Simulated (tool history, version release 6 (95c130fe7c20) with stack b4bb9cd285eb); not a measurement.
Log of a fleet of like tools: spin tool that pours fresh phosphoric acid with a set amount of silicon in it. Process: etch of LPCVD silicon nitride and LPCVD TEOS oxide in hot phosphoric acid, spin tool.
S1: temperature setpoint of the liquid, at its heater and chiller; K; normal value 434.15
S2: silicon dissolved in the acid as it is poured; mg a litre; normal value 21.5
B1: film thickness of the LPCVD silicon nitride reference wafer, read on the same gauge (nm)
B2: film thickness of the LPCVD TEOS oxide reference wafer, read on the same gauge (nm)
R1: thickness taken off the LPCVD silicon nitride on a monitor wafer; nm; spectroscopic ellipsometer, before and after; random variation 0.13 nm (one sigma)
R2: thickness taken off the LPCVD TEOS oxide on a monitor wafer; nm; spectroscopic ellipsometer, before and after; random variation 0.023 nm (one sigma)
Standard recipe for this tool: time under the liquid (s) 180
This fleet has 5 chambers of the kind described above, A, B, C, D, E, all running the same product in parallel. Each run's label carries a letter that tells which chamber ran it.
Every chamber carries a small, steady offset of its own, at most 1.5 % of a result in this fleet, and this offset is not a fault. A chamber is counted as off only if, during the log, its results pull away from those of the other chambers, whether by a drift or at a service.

Run 1B, hour 5.1: usual settings; B1 119.98; B2 89.994. Result: R1 16.243 nm, R2 0.27881 nm.
Run 2E, hour 8: usual settings; B1 119.97; B2 89.99. Result: R1 16.754 nm, R2 0.25929 nm.
Run 3D, hour 10.7: usual settings; B1 120.01; B2 89.992. Result: R1 16.381 nm, R2 0.26175 nm.
Run 4C, hour 14.7: usual settings; B1 119.98; B2 89.978. Result: R1 16.014 nm, R2 0.27721 nm.
Run 5A, hour 18.1: usual settings; B1 119.98; B2 90.011. Result: R1 16.295 nm, R2 0.28806 nm.
Run 6E, hour 22.6: usual settings but S2 12.5 mg a litre, time under the liquid (s) 225; B1 120.02; B2 89.99. Result: R1 20.704 nm, R2 0.49559 nm.
Run 7A, hour 26.1: usual settings but S2 12.5 mg a litre, time under the liquid (s) 225; B1 120.03; B2 89.984. Result: R1 20.462 nm, R2 0.46501 nm.
Run 8B, hour 30.8: usual settings but S2 12.5 mg a litre, time under the liquid (s) 225; B1 120.06; B2 89.989. Result: R1 20.562 nm, R2 0.46806 nm.
Run 9D, hour 36.4: usual settings but S2 12.5 mg a litre, time under the liquid (s) 225; B1 120.03; B2 89.976. Result: R1 20.226 nm, R2 0.44203 nm.
Run 10C, hour 41.4: usual settings but S2 12.5 mg a litre, time under the liquid (s) 225; B1 120.02; B2 89.996. Result: R1 20.086 nm, R2 0.44785 nm.
Run 11B, hour 46.7: usual settings; B1 120.05; B2 89.999. Result: R1 16.251 nm, R2 0.2377 nm.
Run 12D, hour 52.2: usual settings; B1 120.03; B2 90. Result: R1 16.372 nm, R2 0.24443 nm.
Run 13A, hour 57: usual settings; B1 120; B2 90.04. Result: R1 16.507 nm, R2 0.28834 nm.
Run 14C, hour 62.6: usual settings; B1 119.99; B2 89.979. Result: R1 16.088 nm, R2 0.29254 nm.
Run 15E, hour 66.7: usual settings; B1 120.03; B2 90.035. Result: R1 16.273 nm, R2 0.25521 nm.
Run 16A, hour 69.7: usual settings; B1 120.03; B2 90.005. Result: R1 16.432 nm, R2 0.29579 nm.
Run 17E, hour 74.3: usual settings; B1 120; B2 89.967. Result: R1 16.065 nm, R2 0.27901 nm.
Run 18C, hour 78.9: usual settings; B1 120.02; B2 90.033. Result: R1 16.07 nm, R2 0.26374 nm.
Run 19D, hour 82.2: usual settings; B1 120.04; B2 90.042. Result: R1 16.374 nm, R2 0.32896 nm.
Run 20B, hour 87.2: usual settings but S1 435.65 K; B1 119.99; B2 90.025. Result: R1 17.317 nm, R2 0.33844 nm.
Run 21E, hour 90.3: usual settings but S1 435.65 K; B1 119.98; B2 90.018. Result: R1 16.786 nm, R2 0.27983 nm.
Run 22B, hour 94.9: usual settings but S1 435.65 K; B1 119.97; B2 89.987. Result: R1 16.988 nm, R2 0.31629 nm.
Run 23C, hour 100: usual settings but S1 435.65 K; B1 119.98; B2 89.995. Result: R1 16.843 nm, R2 0.29822 nm.
Run 24D, hour 104.2: usual settings but S1 435.65 K; B1 119.99; B2 89.999. Result: R1 17.135 nm, R2 0.33263 nm.
Run 25A, hour 109.3: usual settings; B1 120.03; B2 90.022. Result: R1 16.263 nm, R2 0.28394 nm.
Run 26D, hour 113.7: usual settings; B1 119.98; B2 90.018. Result: R1 16.273 nm, R2 0.28474 nm.
Run 27C, hour 118.7: usual settings; B1 119.99; B2 90.003. Result: R1 16.012 nm, R2 0.28186 nm.
Run 28E, hour 123.4: usual settings; B1 119.99; B2 90.018. Result: R1 15.413 nm, R2 0.28933 nm.
Run 29A, hour 126.7: usual settings but time under the liquid (s) 140; B1 119.97; B2 90.023. Result: R1 12.825 nm, R2 0.23857 nm.
Run 30B, hour 129.4: usual settings but time under the liquid (s) 140; B1 120.02; B2 89.999. Result: R1 12.732 nm, R2 0.18717 nm.
Run 31B, hour 134.5: usual settings but time under the liquid (s) 140; B1 120.02; B2 90.021. Result: R1 12.758 nm, R2 0.19471 nm.
Run 32E, hour 139.9: usual settings but time under the liquid (s) 140; B1 119.93; B2 89.995. Result: R1 11.969 nm, R2 0.18551 nm.
Run 33D, hour 143.1: usual settings but time under the liquid (s) 140; B1 120.05; B2 89.982. Result: R1 12.722 nm, R2 0.21398 nm.
Run 34C, hour 148.2: usual settings; B1 120.01; B2 90.026. Result: R1 15.951 nm, R2 0.25191 nm.
Run 35A, hour 151.5: usual settings but S2 14 mg a litre; B1 120; B2 89.981. Result: R1 16.211 nm, R2 0.37871 nm.

Next, every chamber runs the same settings. What will each give?
Run 36A, hour 155.5: usual settings. Result: R1 ?, R2 ?.
Run 36B, hour 155.5: usual settings. Result: R1 ?, R2 ?.
Run 36C, hour 155.5: usual settings. Result: R1 ?, R2 ?.
Run 36D, hour 155.5: usual settings. Result: R1 ?, R2 ?.
Run 36E, hour 155.5: usual settings. Result: R1 ?, R2 ?.

run      R1       R2
36A  16.208  0.21906
36B  16.228  0.27258
36C   16.22  0.31265
36D  16.454  0.27721
36E   15.02  0.21927

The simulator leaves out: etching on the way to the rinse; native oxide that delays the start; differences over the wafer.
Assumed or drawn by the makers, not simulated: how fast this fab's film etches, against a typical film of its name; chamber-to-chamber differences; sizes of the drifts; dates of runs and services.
